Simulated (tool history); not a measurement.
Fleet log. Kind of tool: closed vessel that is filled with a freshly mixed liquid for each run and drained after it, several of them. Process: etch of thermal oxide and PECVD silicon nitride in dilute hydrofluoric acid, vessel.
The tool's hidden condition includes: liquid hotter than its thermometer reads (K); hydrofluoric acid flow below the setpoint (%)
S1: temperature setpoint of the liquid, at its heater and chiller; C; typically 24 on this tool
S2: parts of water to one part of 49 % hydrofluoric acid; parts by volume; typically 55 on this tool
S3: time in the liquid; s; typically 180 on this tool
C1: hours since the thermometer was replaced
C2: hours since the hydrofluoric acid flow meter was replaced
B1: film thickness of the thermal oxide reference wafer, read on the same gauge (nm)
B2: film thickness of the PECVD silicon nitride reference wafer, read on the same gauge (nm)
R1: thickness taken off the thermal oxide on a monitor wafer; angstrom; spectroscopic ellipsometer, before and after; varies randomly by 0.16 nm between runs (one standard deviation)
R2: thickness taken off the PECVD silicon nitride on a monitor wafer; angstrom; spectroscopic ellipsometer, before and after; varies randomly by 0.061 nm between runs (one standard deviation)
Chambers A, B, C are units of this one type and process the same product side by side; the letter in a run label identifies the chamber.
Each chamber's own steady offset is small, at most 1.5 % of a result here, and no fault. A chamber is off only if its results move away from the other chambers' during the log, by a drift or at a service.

run   hour    S1  S2   S3      C1     C2      B1      B2      R1      R2
 1B    5.6    24  55  180  1854.1  709.5  60.016  99.996  158.05  92.913
 2C   16.2    24  55  180  1112.4  356.3  59.976  99.978  161.02  95.919
 3A   23.4    24  55  180   894.4     72      60     100  159.87   92.85
 4A   31.1    24  55  180   902.1   79.7  59.997  100.02  160.78  92.995
 5B     41    24  55  180  1889.5  744.9      60  100.01  157.84  93.967
 6C   48.2    24  55  180  1144.4  388.3  60.008   99.98  162.77  94.746
 7A   52.9    24  55  180   923.9  101.5  59.999  99.986  160.03  93.276
 8C   63.4    24  30  255  1159.6  403.5  60.011  99.996  429.56  241.76
 9B   73.2    24  30  255  1921.7  777.1  60.046  100.01   426.9  243.24
10A   78.8    24  30  255   949.8  127.4  60.002     100  432.51  238.78
11B   87.8    24  55  180  1936.3  791.7   60.01  99.997   158.9  93.665
12C   96.3    24  55  180  1192.5  436.4  60.007  99.999  155.96  94.338
13B  104.3    24  55  180  1952.8  808.2  59.999  99.984  159.46  95.002
14C  111.9    24  55  180  1208.1    452  59.981  99.992  157.09  92.634
15A  118.3    24  55  180   989.3  166.9  59.997  100.01  157.81  92.614
16C  128.5    24  55  180  1224.7  468.6  59.998     100  153.16  90.511
17B    136    24  55  180  1984.5  839.9  59.976  99.978  159.94   93.38
18A    146    24  55  180    1017  194.6  59.996  100.03  163.63  92.962
19A  151.1    24  55  180  1022.1  199.7  60.001     100  162.53  92.248
20C  161.6    24  55  180  1257.8  501.7  60.001  99.998  150.53  89.741
21B  171.5    24  55  180    2020  875.4  60.019  100.01  159.85  93.303
22A  177.4    24  55  180  1048.4    226  59.976  100.01  160.85  92.883
23C  184.1    24  55  180  1280.3  524.2  60.006     100  146.08  87.913
24B  192.9    24  55  180  2041.4  896.8  59.963  100.01  156.26  93.704
25B  203.4  26.5  75  180  2051.9  907.3  60.007  99.997  125.59  80.914

Predict what each chamber gives when all 3 of them run the settings below next.
26A  211.1  24  55  180                   ?   ?
26B  211.1  24  55  180                   ?   ?
26C  211.1  24  55  180                   ?   ?

run      R1      R2
26A  164.87  92.731
26B  159.51  94.575
26C  145.37   86.01
